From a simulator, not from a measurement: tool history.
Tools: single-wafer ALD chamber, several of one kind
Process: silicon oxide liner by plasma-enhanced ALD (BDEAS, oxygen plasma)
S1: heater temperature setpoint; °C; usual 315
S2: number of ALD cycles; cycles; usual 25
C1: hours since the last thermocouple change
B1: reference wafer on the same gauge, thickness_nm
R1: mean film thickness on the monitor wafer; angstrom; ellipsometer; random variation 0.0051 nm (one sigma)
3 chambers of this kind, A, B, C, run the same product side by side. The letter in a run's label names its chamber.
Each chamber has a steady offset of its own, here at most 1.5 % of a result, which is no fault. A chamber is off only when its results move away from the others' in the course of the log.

run 1B hour=4.9 | S1=315 S2=25 | C1=1011.8 | B1=2.0900 | R1=22.774
run 2A hour=9.5 | S1=315 S2=25 | C1=263.5 | B1=2.0893 | R1=22.818
run 3C hour=12.9 | S1=315 S2=25 | C1=2568.2 | B1=2.0895 | R1=23.003
run 4B hour=16.4 | S1=315 S2=25 | C1=1023.3 | B1=2.0912 | R1=22.818
run 5A hour=21.0 | S1=315 S2=25 | C1=275.0 | B1=2.0903 | R1=22.873
-- hour=24.1 chamber C: thermocouple changed; heater temperature recalibrated
run 6C hour=25.1 | S1=315 S2=25 | C1=1.1 | B1=2.0903 | R1=23.030
run 7B hour=27.9 | S1=315 S2=25 | C1=1034.8 | B1=2.0898 | R1=22.771
run 8A hour=33.3 | S1=315 S2=25 | C1=287.3 | B1=2.0891 | R1=22.917
run 9C hour=36.2 | S1=315 S2=25 | C1=12.2 | B1=2.0894 | R1=23.010
run 10A hour=41.0 | S1=315 S2=25 | C1=295.0 | B1=2.0894 | R1=23.008
run 11C hour=44.8 | S1=315 S2=25 | C1=20.8 | B1=2.0901 | R1=22.999
run 12B hour=49.6 | S1=315 S2=25 | C1=1056.5 | B1=2.0902 | R1=22.753
run 13A hour=52.4 | S1=315 S2=25 | C1=306.4 | B1=2.0895 | R1=22.868
run 14C hour=56.0 | S1=315 S2=25 | C1=32.0 | B1=2.0902 | R1=23.051
run 15B hour=59.7 | S1=315 S2=25 | C1=1066.6 | B1=2.0914 | R1=22.810
run 16A hour=62.1 | S1=315 S2=25 | C1=316.1 | B1=2.0899 | R1=23.028
run 17C hour=66.8 | S1=315 S2=25 | C1=42.8 | B1=2.0899 | R1=23.099
run 18B hour=70.0 | S1=315 S2=25 | C1=1076.9 | B1=2.0914 | R1=22.746
run 19B hour=74.5 | S1=315 S2=25 | C1=1081.4 | B1=2.0901 | R1=22.809
run 20A hour=78.8 | S1=315 S2=25 | C1=332.8 | B1=2.0896 | R1=22.944
run 21C hour=83.0 | S1=315 S2=25 | C1=59.0 | B1=2.0906 | R1=23.008
run 22C hour=86.6 | S1=315 S2=25 | C1=62.6 | B1=2.0897 | R1=22.984
run 23A hour=89.9 | S1=315 S2=25 | C1=343.9 | B1=2.0902 | R1=22.851
run 24B hour=93.8 | S1=315 S2=25 | C1=1100.7 | B1=2.0909 | R1=22.697
run 25A hour=96.8 | S1=315 S2=25 | C1=350.8 | B1=2.0896 | R1=22.854
run 26C hour=100.1 | S1=330 S2=22 | C1=76.1 | B1=2.0894 | R1=19.780
run 27B hour=104.4 | S1=330 S2=22 | C1=1111.3 | B1=2.0888 | R1=19.578
run 28C hour=108.8 | S1=330 S2=22 | C1=84.8 | B1=2.0907 | R1=19.849
run 29A hour=113.6 | S1=315 S2=25 | C1=367.6 | B1=2.0904 | R1=22.917
run 30B hour=118.3 | S1=315 S2=25 | C1=1125.2 | B1=2.0900 | R1=22.773
run 31C hour=122.8 | S1=315 S2=25 | C1=98.8 | B1=2.0896 | R1=23.040
run 32A hour=126.5 | S1=315 S2=27 | C1=380.5 | B1=2.0889 | R1=24.681
run 33B hour=131.0 | S1=315 S2=27 | C1=1137.9 | B1=2.0900 | R1=24.668
run 34C hour=133.3 | S1=315 S2=27 | C1=109.3 | B1=2.0903 | R1=24.827
run 35A hour=136.0 | S1=315 S2=25 | C1=390.0 | B1=2.0893 | R1=22.963

What goes on in this fleet: one chamber off, a drifting gauge, or nothing beyond the chambers' own small offsets? Name the chamber and the cause, if any.

No chamber stands off beyond its own small offset, and the gauge holds steady.
